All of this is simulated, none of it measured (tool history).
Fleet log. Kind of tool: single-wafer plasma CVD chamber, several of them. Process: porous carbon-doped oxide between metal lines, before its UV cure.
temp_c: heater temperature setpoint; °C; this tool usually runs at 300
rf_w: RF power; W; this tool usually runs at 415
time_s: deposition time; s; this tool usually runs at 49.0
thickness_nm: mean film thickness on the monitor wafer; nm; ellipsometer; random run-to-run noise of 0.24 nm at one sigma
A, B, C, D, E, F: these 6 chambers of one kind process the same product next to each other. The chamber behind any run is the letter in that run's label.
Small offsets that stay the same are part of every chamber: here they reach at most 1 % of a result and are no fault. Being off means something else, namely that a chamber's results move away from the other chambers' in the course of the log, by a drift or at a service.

run,day,temp_c,rf_w,time_s,hours since the last thermocouple change,hours since the last RF generator calibration,"read-back reference wafer on the same gauge, thickness_nm",thickness_nm
1F,0.292,300,415,49.0,1558.1,635.1,222.94,227.59
2C,0.571,300,415,49.0,450.5,842.1,222.92,228.99
3E,0.829,300,415,49.0,981.5,648.3,222.93,226.77
4D,1.188,300,415,49.0,1737.1,840.3,222.88,226.27
5B,1.483,300,415,49.0,275.8,1412.7,222.89,228.26
6A,1.900,300,415,49.0,380.5,1075.8,222.85,227.65
7A,2.112,300,415,49.0,385.6,1080.9,222.81,227.59
8C,2.442,300,415,49.0,495.4,887.0,222.84,228.99
9F,2.638,300,415,49.0,1614.4,691.4,222.84,227.52
10B,3.079,300,415,49.0,314.1,1451.0,222.68,227.76
11D,3.442,300,415,49.0,1791.2,894.4,222.68,225.78
12E,3.692,300,445,49.0,1050.2,717.0,222.74,238.77
13C,4.096,300,445,49.0,535.1,926.7,222.69,241.03
14F,4.467,300,445,49.0,1658.3,735.3,222.65,239.87
15A,4.696,300,445,49.0,447.6,1142.9,222.65,239.84
16D,4.904,300,445,49.0,1826.3,929.5,222.60,239.07
# day 5.062: chamber E: thermocouple changed; heater temperature recalibrated
17B,5.338,300,445,49.0,368.3,1505.2,222.60,240.54
18E,5.608,300,415,49.0,13.2,763.0,222.55,226.33
# day 5.696: chamber D: thermocouple changed; heater temperature recalibrated
19F,5.912,286,415,49.0,1693.0,770.0,222.54,247.16
20E,6.142,286,415,49.0,26.0,775.8,222.48,245.70
21A,6.500,286,415,49.0,490.9,1186.2,222.51,247.16
22D,6.917,286,415,49.0,29.3,977.8,222.43,245.45
23B,7.133,286,415,49.0,411.4,1548.3,222.39,247.46
24C,7.429,286,415,49.0,615.1,1006.7,222.38,248.03
25F,7.671,309,415,49.0,1735.2,812.2,222.40,215.98
26A,8.017,309,415,49.0,527.3,1222.6,222.37,216.01
27C,8.388,309,415,49.0,638.1,1029.7,222.31,216.89
28B,8.746,309,415,49.0,450.1,1587.0,222.31,216.56
29E,9.050,309,415,49.0,95.8,845.6,222.32,214.91
30D,9.308,309,415,49.0,86.7,1035.2,222.21,214.71
31B,9.654,300,415,49.0,471.9,1608.8,222.24,227.36
32C,10.067,300,415,49.0,678.4,1070.0,222.20,228.07
33E,10.279,300,415,49.0,125.3,875.1,222.12,226.28
34D,10.525,300,415,54.1,115.9,1064.4,222.12,248.72
35F,10.804,300,415,54.1,1810.4,887.4,222.12,249.68
36A,11.054,300,415,54.1,600.2,1295.5,222.06,249.66
37D,11.400,300,415,54.1,136.9,1085.4,222.06,248.51

All chambers now run identical settings, listed one chamber a line with results as question marks. What results will each chamber show?
38A,11.721,300,415,49.0,,,,?
38B,11.721,300,415,49.0,,,,?
38C,11.721,300,415,49.0,,,,?
38D,11.721,300,415,49.0,,,,?
38E,11.721,300,415,49.0,,,,?
38F,11.721,300,415,49.0,,,,?

run,thickness_nm
38A,226.91
38B,227.24
38C,227.64
38D,225.87
38E,226.24
38F,226.65
